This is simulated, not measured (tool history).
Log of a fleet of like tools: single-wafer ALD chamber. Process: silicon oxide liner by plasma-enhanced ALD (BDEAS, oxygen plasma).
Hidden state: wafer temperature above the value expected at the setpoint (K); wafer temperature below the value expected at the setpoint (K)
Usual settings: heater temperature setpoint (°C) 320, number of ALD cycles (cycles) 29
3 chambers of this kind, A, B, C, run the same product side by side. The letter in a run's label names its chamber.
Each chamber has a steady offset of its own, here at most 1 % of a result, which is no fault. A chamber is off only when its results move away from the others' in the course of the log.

run,hour,heater temperature setpoint (°C),number of ALD cycles (cycles),hours since the last thermocouple change,"read-back reference wafer on the same gauge, thickness_nm",mean film thickness on the monitor wafer (nm)
1B,4.2,320,29,701.5,2.2893,2.6164
2A,9.9,320,29,425.3,2.2898,2.6264
3C,15.6,320,29,96.4,2.2899,2.621
4C,22.4,320,29,103.2,2.2885,2.6071
5B,25.8,320,29,723.1,2.2898,2.6175
6A,32.6,320,29,448,2.289,2.6302
7C,36,320,29,116.8,2.2907,2.6216
8B,43,328,25,740.3,2.2908,2.2281
9A,50.1,328,25,465.5,2.2899,2.246
10C,55,328,25,135.8,2.2916,2.2359
11B,60.2,320,29,757.5,2.2904,2.6133
12A,66.6,320,29,482,2.2905,2.6374
13C,73.3,320,29,154.1,2.2899,2.6103
14A,79,320,29,494.4,2.2907,2.6365
15B,84.8,320,29,782.1,2.2887,2.6153
16C,89.8,320,29,170.6,2.2887,2.6119
17A,94.9,320,29,510.3,2.2896,2.6295
18B,100.1,320,29,797.4,2.2911,2.607
19A,107.7,320,29,523.1,2.2909,2.6402
20C,115.4,320,29,196.2,2.2901,2.618
21B,120.4,320,29,817.7,2.2895,2.6146
22A,128,320,29,543.4,2.2913,2.6282
23B,134.6,320,29,831.9,2.2902,2.6165
24C,141.7,320,29,222.5,2.2898,2.6186
25B,148.7,320,27,846,2.2902,2.4359
26C,152.5,320,27,233.3,2.2899,2.4408
27A,158.2,320,27,573.6,2.2903,2.4618
28B,162.2,320,29,859.5,2.2909,2.6131
29A,170,320,29,585.4,2.2917,2.6302
30C,177.5,320,29,258.3,2.2908,2.6219
31C,181.6,320,29,262.4,2.2901,2.6197
32A,188.8,320,29,604.2,2.2905,2.6316
33B,195,320,29,892.3,2.2909,2.6116
34C,201.3,320,29,282.1,2.2901,2.6148
35A,207.6,320,29,623,2.2889,2.6322
36B,211.4,320,26,908.7,2.2893,2.3396
37C,217.6,320,26,298.4,2.2902,2.3505
38A,222.3,320,26,637.7,2.2896,2.3657
39B,227,320,29,924.3,2.2893,2.6101

All 3 chambers run these settings next. Forecast each chamber's results:
40A,232.6,320,29,,,?
40B,232.6,320,29,,,?
40C,232.6,320,29,,,?

run,mean film thickness on the monitor wafer (nm)
40A,2.6398
40B,2.6166
40C,2.6175
